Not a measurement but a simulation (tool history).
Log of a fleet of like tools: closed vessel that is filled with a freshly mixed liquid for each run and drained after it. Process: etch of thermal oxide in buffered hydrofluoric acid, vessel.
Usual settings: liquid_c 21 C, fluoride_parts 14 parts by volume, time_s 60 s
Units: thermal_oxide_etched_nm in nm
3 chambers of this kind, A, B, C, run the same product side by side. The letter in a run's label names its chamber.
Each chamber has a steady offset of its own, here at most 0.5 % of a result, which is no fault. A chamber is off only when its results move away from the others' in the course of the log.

run,hour,liquid_c,fluoride_parts,time_s,"read-back film thickness of the thermal oxide reference wafer, read on the same gauge (nm)",thermal_oxide_etched_nm
1C,5,21,14,60,79.988,43.963
2A,7.9,21,14,60,80.006,43.136
3B,12.6,21,14,60,80.028,43.103
4C,16.7,21,14,60,80.002,43.716
5A,20.9,21,14,60,80.011,43.367
6B,23,21,14,60,80.018,43.773
7C,25.4,21,14,60,80.015,43.252
8B,29.5,21,14,60,79.999,43.618
9A,33.9,21,14,60,79.993,43.539
10A,36.6,21,16.5,40,79.992,24.54
11C,40.7,21,16.5,40,80.013,24.671
12B,44.8,21,16.5,40,80.011,24.809
13C,48.3,21,14,60,79.992,43.704
14A,52.1,21,11,80,79.993,73.787
15B,54.8,21,11,80,80.005,75.426
16B,59.1,21,11,80,80.003,76.222
17C,62.3,21,14,60,80.009,42.955
18A,66.8,18,14,90,80.001,54.829
19C,70.1,18,14,90,80.009,55.452
20A,72.4,18,14,90,79.99,55.138
21B,74.7,21,14,60,80.001,45.24
22B,79.3,21,14,60,80.001,45.754
23C,82.1,21,14,60,80,43.23
24A,85.9,21,14,60,79.991,43.215
25A,90.2,21,10.5,45,80.001,43.653
26B,94.8,21,10.5,45,79.982,45.72
27C,98.2,21,10.5,45,79.996,43.044
28A,100.6,21,14,60,79.986,43.258
29C,103.4,21,14,60,80.011,43.887
30B,107.3,21,17,60,80.003,38.309
31B,110,21,17,60,79.984,38.437
32A,113.5,21,17,60,79.995,35.749

Next, every chamber runs the same settings. What will each give?
33A,117.1,21,14,60,,?
33B,117.1,21,14,60,,?
33C,117.1,21,14,60,,?

run,thermal_oxide_etched_nm
33A,43.548
33B,47.278
33C,43.404
